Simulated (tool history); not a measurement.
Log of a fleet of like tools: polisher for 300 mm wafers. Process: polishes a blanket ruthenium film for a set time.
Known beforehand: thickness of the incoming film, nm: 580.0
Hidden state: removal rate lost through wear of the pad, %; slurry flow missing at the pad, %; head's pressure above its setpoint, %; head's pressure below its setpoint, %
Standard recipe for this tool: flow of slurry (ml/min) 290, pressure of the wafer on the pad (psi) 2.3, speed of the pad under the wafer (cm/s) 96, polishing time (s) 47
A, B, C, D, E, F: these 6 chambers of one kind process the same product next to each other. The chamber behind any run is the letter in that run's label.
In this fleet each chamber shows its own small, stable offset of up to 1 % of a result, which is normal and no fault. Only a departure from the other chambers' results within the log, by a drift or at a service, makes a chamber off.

run   hour  flow of slurry (ml/min)  pressure of the wafer on the pad (psi)  speed of the pad under the wafer (cm/s)  polishing time (s)  wafers polished on this pad  hours since the slurry nozzle was cleaned  hours since the head pressure was calibrated  film removed (angstrom)
 1B    5.9                      290                                     2.3                                       96                  47                          131                                      238.8                                         205.0                   691.61
 2D   13.3                      290                                     2.3                                       96                  47                          895                                      860.0                                          17.2                   701.35
      16.9  -- chamber C: worn pad replaced by a new one
      17.5  -- chamber F: worn pad replaced by a new one
 3E   19.6                      290                                     2.3                                       96                  47                          530                                      127.4                                        1246.5                   711.95
 4F   24.8                      290                                     2.3                                       96                  47                          103                                      230.5                                         615.2                   720.64
 5A   33.1                      290                                     2.3                                       96                  47                          590                                      138.8                                        1393.0                   704.68
      35.2  -- chamber D: slurry nozzle cleaned
 6C   39.0                      290                                     2.3                                      126                  47                          309                                      336.6                                         403.2                   918.08
      39.5  -- chamber A: head pressure recalibrated
      45.9  -- chamber E: worn pad replaced by a new one
 7B   45.9                      290                                     2.3                                      126                  47                          691                                      278.8                                         245.0                   932.72
      47.2  -- chamber B: worn pad replaced by a new one
      47.7  -- chamber D: worn pad replaced by a new one
 8C   52.9                      290                                     2.3                                      126                  47                          504                                      350.5                                         417.1                   947.58
 9D   60.0                      290                                     2.3                                      126                  47                          173                                       24.9                                          63.9                   922.22
      63.0  -- chamber A: worn pad replaced by a new one
10A   67.6                      290                                     2.3                                      126                  47                           65                                      173.3                                          28.2                   918.37
11E   75.6                      290                                     2.3                                      126                  47                          416                                      183.4                                        1302.5                   915.71
      80.1  -- chamber C: worn pad replaced by a new one
12F   80.2                      290                                     2.0                                       96                  47                          879                                      285.9                                         670.6                   609.47
13B   86.8                      290                                     2.0                                       96                  47                          555                                      319.7                                         285.9                   600.23
      91.2  -- chamber B: slurry nozzle cleaned
      91.5  -- chamber E: head pressure recalibrated
      94.5  -- chamber F: worn pad replaced by a new one
14C   96.3                      290                                     2.0                                       96                  47                          227                                      393.9                                         460.5                   604.96
15D  102.8                      290                                     2.0                                       96                  47                          772                                       67.7                                         106.7                   625.03
     103.9  -- chamber E: worn pad replaced by a new one
16E  109.5                      290                                     2.0                                       96                  47                           79                                      217.3                                          18.0                   558.60
     112.6  -- chamber B: worn pad replaced by a new one
     113.1  -- chamber C: head pressure recalibrated
17A  117.7                      290                                     2.0                                       96                  47                          767                                      223.4                                          78.3                   620.54
18F  123.0                      290                                     2.3                                       96                  47                          399                                      328.7                                         713.4                   708.04
     126.5  -- chamber A: worn pad replaced by a new one
     129.7  -- chamber E: slurry nozzle cleaned
19C  131.6                      290                                     2.3                                       96                  47                          721                                      429.2                                          18.5                   700.25
20B  139.4                      290                                     2.3                                       96                  47                          375                                       48.3                                         338.5                   709.34
     140.4  -- chamber C: worn pad replaced by a new one
     145.8  -- chamber D: worn pad replaced by a new one
21D  147.8                      290                                     2.3                                       96                  54                           28                                      112.7                                         151.7                   825.99
22A  154.7                      290                                     2.3                                       96                  54                          396                                      260.4                                         115.3                   810.71
     156.6  -- chamber E: worn pad replaced by a new one
23F  163.2                      290                                     2.3                                       96                  54                          962                                      368.9                                         753.6                   794.84
     168.9  -- chamber F: slurry nozzle cleaned
24E  169.3                      290                                     2.3                                       96                  54                          178                                       39.6                                          77.8                   737.26
     172.0  -- chamber B: worn pad replaced by a new one
25A  175.4                      290                                     2.3                                       96                  54                          686                                      281.1                                         136.0                   798.86
     176.0  -- chamber F: worn pad replaced by a new one
26D  182.3                      290                                     2.3                                       96                  54                          511                                      147.2                                         186.2                   803.25
27C  191.1                      350                                     2.3                                       96                  47                          711                                      488.7                                          78.0                   717.94
     196.4  -- chamber A: worn pad replaced by a new one
     199.6  -- chamber C: worn pad replaced by a new one
28B  200.9                      350                                     2.3                                       96                  47                          405                                      109.8                                         400.0                   692.56
29E  210.6                      350                                     2.3                                       96                  47                          756                                       80.9                                         119.1                   648.10
     211.6  -- chamber E: worn pad replaced by a new one
30F  217.1                      350                                     2.3                                       96                  47                          576                                       48.2                                         807.5                   715.54
31C  221.5                      350                                     2.3                                       96                  47                          307                                      519.1                                         108.4                   715.01
     223.6  -- chamber D: worn pad replaced by a new one
     223.7  -- chamber B: worn pad replaced by a new one
32B  229.9                      350                                     2.3                                       96                  47                           87                                      138.8                                         429.0                   714.28
     232.3  -- chamber F: head pressure recalibrated
33D  239.3                      290                                     2.3                                       96                  47                          221                                      204.2                                         243.2                   705.00
34A  245.1                      290                                     2.3                                       96                  47                          682                                      350.8                                         205.7                   690.93
35E  253.7                      355                                     2.3                                      124                  47                          589                                      124.0                                         162.2                   832.39
     256.0  -- chamber F: worn pad replaced by a new one
     258.0  -- chamber C: worn pad replaced by a new one
36F  260.1                      355                                     2.3                                      124                  47                           57                                       91.2                                          27.9                   909.26
37C  269.3                      355                                     2.3                                      124                  47                          158                                      566.9                                         156.2                   940.93
     275.1  -- chamber B: worn pad replaced by a new one
38B  277.3                      355                                     2.3                                      124                  47                           32                                      186.2                                         476.4                   903.97
39D  282.0                      355                                     2.3                                      124                  47                          819                                      246.9                                         285.9                   926.71
40F  289.7                      355                                     2.3                                      124                  47                          471                                      120.8                                          57.5                   920.97

Has any chamber moved away from the others, gradually or after a service, or does the common gauge drift, or do the chambers differ only by their own small steady offsets? State the chamber and the most likely cause if one applies.

Chamber E came out of a service off from its peers and stayed that way.
What lies behind it: head's pressure below its setpoint, % = 8.62.

Below are 4 candidate recipes for chamber E's next run, each the usual settings with a change, their results shown as question marks. Which of them brings E's results back in line with what the other chambers give on the usual settings?
Maximum distance from the other chambers' mean on the usual settings for a result to count as in line: film removed (angstrom) 27.00
41E-1  296.7                      290                                     2.3                                       96                  46                                                                                                                                              ?
41E-2  296.7                      290                                     2.3                                       98                  47                                                                                                                                              ?
41E-3  296.7                      290                                     2.4                                      100                  47                                                                                                                                              ?
41E-4  296.7                      285                                     2.3                                       96                  43                                                                                                                                              ?

The other chambers' mean on the usual settings: film removed (angstrom) 703.27
  run  film removed (angstrom)
41E-1                   625.09
41E-2                   651.97
41E-3                   694.62
41E-4                   583.36
Change 41E-3 lands the chamber within the allowed miss of the other chambers.
